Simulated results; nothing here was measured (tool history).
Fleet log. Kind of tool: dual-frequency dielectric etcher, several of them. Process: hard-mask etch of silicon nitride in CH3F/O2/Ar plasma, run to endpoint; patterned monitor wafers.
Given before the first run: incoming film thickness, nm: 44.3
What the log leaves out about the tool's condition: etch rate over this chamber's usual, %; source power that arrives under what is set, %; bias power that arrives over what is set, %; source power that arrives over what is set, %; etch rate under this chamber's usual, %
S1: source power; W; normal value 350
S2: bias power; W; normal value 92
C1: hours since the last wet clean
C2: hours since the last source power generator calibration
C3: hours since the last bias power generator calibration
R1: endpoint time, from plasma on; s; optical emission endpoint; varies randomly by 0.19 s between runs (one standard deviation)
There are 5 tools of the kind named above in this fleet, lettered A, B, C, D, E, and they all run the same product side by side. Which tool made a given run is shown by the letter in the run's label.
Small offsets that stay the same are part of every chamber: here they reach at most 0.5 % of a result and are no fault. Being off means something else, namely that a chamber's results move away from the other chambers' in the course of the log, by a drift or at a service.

Run 1D, hour 9.7: usual settings; C1 362.9; C2 306.2; C3 747.6. Result: R1 61.49 s.
Run 2C, hour 18.4: usual settings; C1 345.1; C2 3195.1; C3 1125.6. Result: R1 61.807 s.
Run 3E, hour 28: usual settings; C1 72.3; C2 2662.9; C3 687.1. Result: R1 62.025 s.
Run 4B, hour 38.3: usual settings; C1 188.9; C2 1422.3; C3 563.6. Result: R1 61.784 s.
Run 5A, hour 45.6: usual settings; C1 369.6; C2 124.8; C3 851.4. Result: R1 61.204 s.
Run 6A, hour 54.2: usual settings; C1 378.2; C2 133.4; C3 860. Result: R1 61.813 s.
Run 7D, hour 59.9: usual settings but S2 83 W; C1 413.1; C2 356.4; C3 797.8. Result: R1 64.027 s.
Run 8C, hour 67.3: usual settings but S2 83 W; C1 394; C2 3244; C3 1174.5. Result: R1 64.427 s.
Run 9E, hour 72.5: usual settings but S2 83 W; C1 116.8; C2 2707.4; C3 731.6. Result: R1 64.175 s.
Run 10B, hour 80.9: usual settings but S2 83 W; C1 231.5; C2 1464.9; C3 606.2. Result: R1 64.051 s.
Run 11D, hour 85.6: usual settings but S2 83 W; C1 438.8; C2 382.1; C3 823.5. Result: R1 63.907 s.
Run 12A, hour 96: usual settings; C1 420; C2 175.2; C3 901.8. Result: R1 61.531 s.
Run 13C, hour 102.8: usual settings; C1 429.5; C2 3279.5; C3 1210. Result: R1 61.805 s.
Run 14E, hour 112.4: usual settings; C1 156.7; C2 2747.3; C3 771.5. Result: R1 62.16 s.
Run 15B, hour 117.8: usual settings; C1 268.4; C2 1501.8; C3 643.1. Result: R1 62.052 s.
Run 16A, hour 123.2: usual settings; C1 447.2; C2 202.4; C3 929. Result: R1 61.528 s.
At hour 131: chamber D: wet clean of the chamber.
Run 17E, hour 133.5: usual settings; C1 177.8; C2 2768.4; C3 792.6. Result: R1 62.143 s.
Run 18B, hour 138.5: usual settings; C1 289.1; C2 1522.5; C3 663.8. Result: R1 61.751 s.
Run 19C, hour 147.7: usual settings; C1 474.4; C2 3324.4; C3 1254.9. Result: R1 61.869 s.
Run 20D, hour 154.2: usual settings; C1 23.2; C2 450.7; C3 892.1. Result: R1 61.849 s.
At hour 158.1: chamber C: wet clean of the chamber.
At hour 160.2: chamber B: wet clean of the chamber.
Run 21A, hour 163.6: usual settings; C1 487.6; C2 242.8; C3 969.4. Result: R1 61.649 s.
Run 22E, hour 174: usual settings; C1 218.3; C2 2808.9; C3 833.1. Result: R1 61.987 s.
Run 23D, hour 179.6: usual settings; C1 48.6; C2 476.1; C3 917.5. Result: R1 61.446 s.
Run 24B, hour 188.1: usual settings; C1 28; C2 1572.1; C3 713.4. Result: R1 59.536 s.
Run 25C, hour 195.4: usual settings; C1 37.3; C2 3372.1; C3 1302.6. Result: R1 62.101 s.
Run 26A, hour 203.8: usual settings; C1 527.8; C2 283; C3 1009.6. Result: R1 61.88 s.
Run 27E, hour 209.1: usual settings; C1 253.4; C2 2844; C3 868.2. Result: R1 61.95 s.
At hour 210.5: chamber A: wet clean of the chamber.
Run 28C, hour 214.1: usual settings; C1 56; C2 3390.8; C3 1321.3. Result: R1 61.995 s.
Run 29B, hour 223.4: usual settings but S1 310 W, S2 114 W; C1 63.3; C2 1607.4; C3 748.7. Result: R1 57.988 s.
Run 30D, hour 233: usual settings but S1 310 W, S2 114 W; C1 102; C2 529.5; C3 970.9. Result: R1 59.522 s.
Run 31A, hour 239.5: usual settings but S1 310 W, S2 114 W; C1 29.1; C2 318.7; C3 1045.3. Result: R1 59.421 s.
Run 32D, hour 245: usual settings but S1 310 W, S2 114 W; C1 114; C2 541.5; C3 982.9. Result: R1 59.663 s.
Run 33E, hour 253.4: usual settings but S1 310 W, S2 114 W; C1 297.7; C2 2888.3; C3 912.5. Result: R1 60.172 s.
Run 34C, hour 263: usual settings; C1 104.9; C2 3439.7; C3 1370.2. Result: R1 62.217 s.
Run 35B, hour 267.9: usual settings; C1 107.8; C2 1651.9; C3 793.2. Result: R1 59.988 s.
Run 36D, hour 276.1: usual settings; C1 145.1; C2 572.6; C3 1014. Result: R1 61.6 s.
Run 37E, hour 283.6: usual settings; C1 327.9; C2 2918.5; C3 942.7. Result: R1 62.238 s.
Run 38A, hour 290.5: usual settings; C1 80.1; C2 369.7; C3 1096.3. Result: R1 61.993 s.
Run 39C, hour 295.4: usual settings but S2 106 W; C1 137.3; C2 3472.1; C3 1402.6. Result: R1 58.763 s.

Decide between three cases: one chamber stands off from its peers, the gauge reading all wafers drifts, or nothing is wrong past each chamber's small offset. Where a chamber is off, say which and what most likely put it there.

Chamber B has stood off from the others ever since a service on it.
Most likely cause: etch rate over this chamber's usual, % = 3.15.

Which of the 4 candidates below, each the usual settings with something changed and its results left as question marks, puts chamber B back in line with what the other chambers give on the usual settings?
In-line tolerance around the mean of the other chambers on the usual settings: R1 0.66 s
Run 40B-1, hour 303: usual settings but S1 320 W, S2 84 W. Result: R1 ?.
Run 40B-2, hour 303: usual settings but S1 370 W, S2 96 W. Result: R1 ?.
Run 40B-3, hour 303: usual settings but S2 109 W. Result: R1 ?.
Run 40B-4, hour 303: usual settings but S1 320 W. Result: R1 ?.

What the other chambers average on the usual settings: R1 61.824 s
  run      R1
40B-1  63.914
40B-2  57.605
40B-3  56.077
40B-4  61.806
40B-4 brings the chamber back in line.
